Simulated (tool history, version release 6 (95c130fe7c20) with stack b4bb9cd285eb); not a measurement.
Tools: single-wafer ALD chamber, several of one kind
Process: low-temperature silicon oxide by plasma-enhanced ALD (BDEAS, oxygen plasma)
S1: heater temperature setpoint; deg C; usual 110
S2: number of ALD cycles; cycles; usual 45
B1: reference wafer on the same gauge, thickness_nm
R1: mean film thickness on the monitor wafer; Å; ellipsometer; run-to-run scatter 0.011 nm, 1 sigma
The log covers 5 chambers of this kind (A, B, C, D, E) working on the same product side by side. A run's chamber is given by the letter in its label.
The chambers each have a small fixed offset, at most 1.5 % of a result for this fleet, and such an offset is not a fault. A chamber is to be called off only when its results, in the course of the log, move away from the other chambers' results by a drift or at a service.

run 1D hour=12.0 | S1=110 S2=45 | B1=5.9214 | R1=64.011
run 2C hour=19.6 | S1=110 S2=45 | B1=5.9245 | R1=62.619
run 3B hour=29.7 | S1=110 S2=45 | B1=5.9229 | R1=63.393
run 4A hour=35.9 | S1=110 S2=45 | B1=5.9263 | R1=64.011
run 5E hour=44.0 | S1=102 S2=40 | B1=5.9267 | R1=56.845
run 6C hour=49.9 | S1=102 S2=40 | B1=5.9277 | R1=56.256
run 7A hour=59.5 | S1=102 S2=40 | B1=5.9285 | R1=57.678
-- hour=69.0 chamber A: thermocouple changed; heater temperature recalibrated
run 8B hour=70.2 | S1=102 S2=40 | B1=5.9278 | R1=57.270
run 9D hour=83.0 | S1=102 S2=40 | B1=5.9347 | R1=57.741
-- hour=86.1 chamber E: thermocouple changed; heater temperature recalibrated
run 10E hour=91.6 | S1=110 S2=45 | B1=5.9335 | R1=62.922
run 11C hour=98.2 | S1=110 S2=45 | B1=5.9348 | R1=62.511
run 12D hour=106.2 | S1=110 S2=45 | B1=5.9362 | R1=64.085
run 13B hour=116.4 | S1=110 S2=45 | B1=5.9381 | R1=63.488
run 14E hour=127.7 | S1=110 S2=45 | B1=5.9375 | R1=63.242
run 15A hour=139.4 | S1=110 S2=45 | B1=5.9394 | R1=64.119
run 16B hour=146.9 | S1=119 S2=45 | B1=5.9405 | R1=62.485
run 17A hour=155.0 | S1=119 S2=45 | B1=5.9419 | R1=62.998
run 18E hour=163.3 | S1=119 S2=45 | B1=5.9452 | R1=62.270
run 19C hour=172.4 | S1=119 S2=45 | B1=5.9445 | R1=61.684
run 20D hour=181.4 | S1=119 S2=45 | B1=5.9452 | R1=63.125
run 21B hour=190.7 | S1=98 S2=45 | B1=5.9471 | R1=65.408
run 22E hour=196.5 | S1=98 S2=45 | B1=5.9485 | R1=64.815
run 23C hour=206.9 | S1=98 S2=45 | B1=5.9472 | R1=64.158
run 24A hour=214.2 | S1=98 S2=45 | B1=5.9504 | R1=65.831
run 25D hour=220.0 | S1=98 S2=45 | B1=5.9507 | R1=65.873
run 26A hour=227.1 | S1=117 S2=38 | B1=5.9526 | R1=53.416
run 27C hour=235.7 | S1=117 S2=38 | B1=5.9518 | R1=52.378
run 28B hour=248.0 | S1=117 S2=38 | B1=5.9568 | R1=53.149
run 29E hour=257.5 | S1=117 S2=38 | B1=5.9573 | R1=52.881
run 30D hour=269.4 | S1=117 S2=38 | B1=5.9560 | R1=53.684
run 31D hour=281.0 | S1=110 S2=45 | B1=5.9630 | R1=64.425

Which is it: a chamber that has drifted or been left off by a service, a gauge drift common to all chambers, or only each chamber's usual small offset? If a chamber is off, name it and its likeliest cause.

Every chamber seems to shift together because the gauge that measures them all drifts; the chambers themselves are fine.
Most likely cause: gauge reads high (%) = 0.702.

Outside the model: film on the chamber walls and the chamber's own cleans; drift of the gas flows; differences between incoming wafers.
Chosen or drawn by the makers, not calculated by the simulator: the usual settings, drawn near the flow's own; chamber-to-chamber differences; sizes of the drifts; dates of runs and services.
